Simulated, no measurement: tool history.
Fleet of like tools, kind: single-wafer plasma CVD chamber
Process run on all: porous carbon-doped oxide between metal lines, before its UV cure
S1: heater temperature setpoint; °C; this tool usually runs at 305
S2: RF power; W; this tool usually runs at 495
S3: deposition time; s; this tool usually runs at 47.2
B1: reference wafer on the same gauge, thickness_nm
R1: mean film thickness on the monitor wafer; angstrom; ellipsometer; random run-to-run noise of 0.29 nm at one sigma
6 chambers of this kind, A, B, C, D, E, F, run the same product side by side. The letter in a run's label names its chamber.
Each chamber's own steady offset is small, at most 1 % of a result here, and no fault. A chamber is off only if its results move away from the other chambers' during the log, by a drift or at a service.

{"run": "1E", "hour": 9.0, "S1": 305, "S2": 495, "S3": 47.2, "B1": 255.96, "R1": 2444.2}
{"run": "2A", "hour": 17.6, "S1": 305, "S2": 495, "S3": 47.2, "B1": 255.95, "R1": 2429.7}
{"run": "3D", "hour": 27.1, "S1": 305, "S2": 495, "S3": 47.2, "B1": 255.89, "R1": 2444.2}
{"run": "4F", "hour": 38.0, "S1": 305, "S2": 495, "S3": 47.2, "B1": 255.9, "R1": 2453.3}
{"run": "5C", "hour": 49.3, "S1": 305, "S2": 570, "S3": 50.2, "B1": 255.82, "R1": 2865.5}
{"run": "6B", "hour": 56.1, "S1": 305, "S2": 570, "S3": 50.2, "B1": 255.79, "R1": 2855.2}
{"hour": 58.4, "done": "chamber F: RF generator calibrated"}
{"run": "7D", "hour": 63.8, "S1": 305, "S2": 570, "S3": 50.2, "B1": 255.85, "R1": 2848.3}
{"run": "8C", "hour": 77.6, "S1": 305, "S2": 570, "S3": 50.2, "B1": 255.79, "R1": 2862.8}
{"run": "9B", "hour": 88.8, "S1": 305, "S2": 570, "S3": 50.2, "B1": 255.74, "R1": 2862.1}
{"run": "10E", "hour": 99.2, "S1": 305, "S2": 570, "S3": 50.2, "B1": 255.77, "R1": 2850.0}
{"hour": 107.3, "done": "chamber C: RF generator calibrated"}
{"run": "11A", "hour": 112.8, "S1": 305, "S2": 580, "S3": 47.2, "B1": 255.7, "R1": 2702.7}
{"run": "12F", "hour": 126.0, "S1": 305, "S2": 580, "S3": 47.2, "B1": 255.61, "R1": 2725.7}
{"run": "13A", "hour": 136.3, "S1": 305, "S2": 580, "S3": 47.2, "B1": 255.58, "R1": 2691.8}
{"run": "14D", "hour": 142.8, "S1": 305, "S2": 580, "S3": 47.2, "B1": 255.54, "R1": 2714.7}
{"hour": 150.4, "done": "chamber E: thermocouple changed; heater temperature recalibrated"}
{"run": "15B", "hour": 151.6, "S1": 305, "S2": 580, "S3": 47.2, "B1": 255.51, "R1": 2719.2}
{"run": "16E", "hour": 158.5, "S1": 305, "S2": 580, "S3": 47.2, "B1": 255.46, "R1": 2716.8}
{"hour": 171.6, "done": "chamber C: thermocouple changed; heater temperature recalibrated"}
{"run": "17F", "hour": 172.4, "S1": 305, "S2": 495, "S3": 47.2, "B1": 255.44, "R1": 2451.0}
{"run": "18C", "hour": 185.7, "S1": 305, "S2": 495, "S3": 47.2, "B1": 255.45, "R1": 2451.5}
{"run": "19B", "hour": 194.3, "S1": 296, "S2": 580, "S3": 47.2, "B1": 255.44, "R1": 2860.6}
{"run": "20F", "hour": 200.9, "S1": 296, "S2": 580, "S3": 47.2, "B1": 255.37, "R1": 2862.7}
{"run": "21C", "hour": 212.6, "S1": 296, "S2": 580, "S3": 47.2, "B1": 255.47, "R1": 2863.7}
{"run": "22D", "hour": 219.1, "S1": 296, "S2": 580, "S3": 47.2, "B1": 255.29, "R1": 2851.6}
{"run": "23E", "hour": 226.5, "S1": 296, "S2": 580, "S3": 47.2, "B1": 255.34, "R1": 2851.1}
{"run": "24A", "hour": 235.3, "S1": 296, "S2": 580, "S3": 47.2, "B1": 255.31, "R1": 2833.6}
{"run": "25D", "hour": 246.6, "S1": 305, "S2": 495, "S3": 47.2, "B1": 255.19, "R1": 2433.1}
{"run": "26E", "hour": 254.5, "S1": 305, "S2": 495, "S3": 47.2, "B1": 255.33, "R1": 2439.9}
{"run": "27B", "hour": 262.0, "S1": 313, "S2": 440, "S3": 47.2, "B1": 255.24, "R1": 2163.9}
{"run": "28A", "hour": 273.3, "S1": 313, "S2": 440, "S3": 47.2, "B1": 255.2, "R1": 2135.9}
{"run": "29F", "hour": 280.7, "S1": 313, "S2": 440, "S3": 47.2, "B1": 255.13, "R1": 2157.8}
{"run": "30C", "hour": 288.4, "S1": 313, "S2": 440, "S3": 47.2, "B1": 255.1, "R1": 2153.5}
{"run": "31A", "hour": 294.9, "S1": 313, "S2": 440, "S3": 47.2, "B1": 255.13, "R1": 2141.5}
{"run": "32C", "hour": 307.2, "S1": 313, "S2": 440, "S3": 47.2, "B1": 254.98, "R1": 2153.7}
{"run": "33D", "hour": 321.3, "S1": 305, "S2": 495, "S3": 47.2, "B1": 255.09, "R1": 2436.9}
{"run": "34B", "hour": 331.4, "S1": 305, "S2": 495, "S3": 47.2, "B1": 254.99, "R1": 2452.1}
{"run": "35F", "hour": 340.9, "S1": 305, "S2": 495, "S3": 47.2, "B1": 254.94, "R1": 2443.3}
{"run": "36E", "hour": 347.5, "S1": 305, "S2": 495, "S3": 47.2, "B1": 254.95, "R1": 2435.6}
{"run": "37A", "hour": 360.1, "S1": 305, "S2": 495, "S3": 47.2, "B1": 254.85, "R1": 2425.1}
{"run": "38D", "hour": 368.8, "S1": 305, "S2": 495, "S3": 47.2, "B1": 254.96, "R1": 2434.8}
{"run": "39F", "hour": 375.3, "S1": 305, "S2": 495, "S3": 47.2, "B1": 254.85, "R1": 2442.5}
{"run": "40E", "hour": 386.5, "S1": 305, "S2": 495, "S3": 47.2, "B1": 254.86, "R1": 2436.1}
{"run": "41B", "hour": 399.5, "S1": 305, "S2": 495, "S3": 39.4, "B1": 254.83, "R1": 2055.7}

Does one chamber stand apart from the rest, does the shared gauge drift, or is all well apart from small per-chamber offsets? Give the chamber and the most likely cause, where there is one.

The gauge drifts, so all chambers seem to drift together. No chamber is off.
Most likely cause: gauge reads low (%) = 0.481.
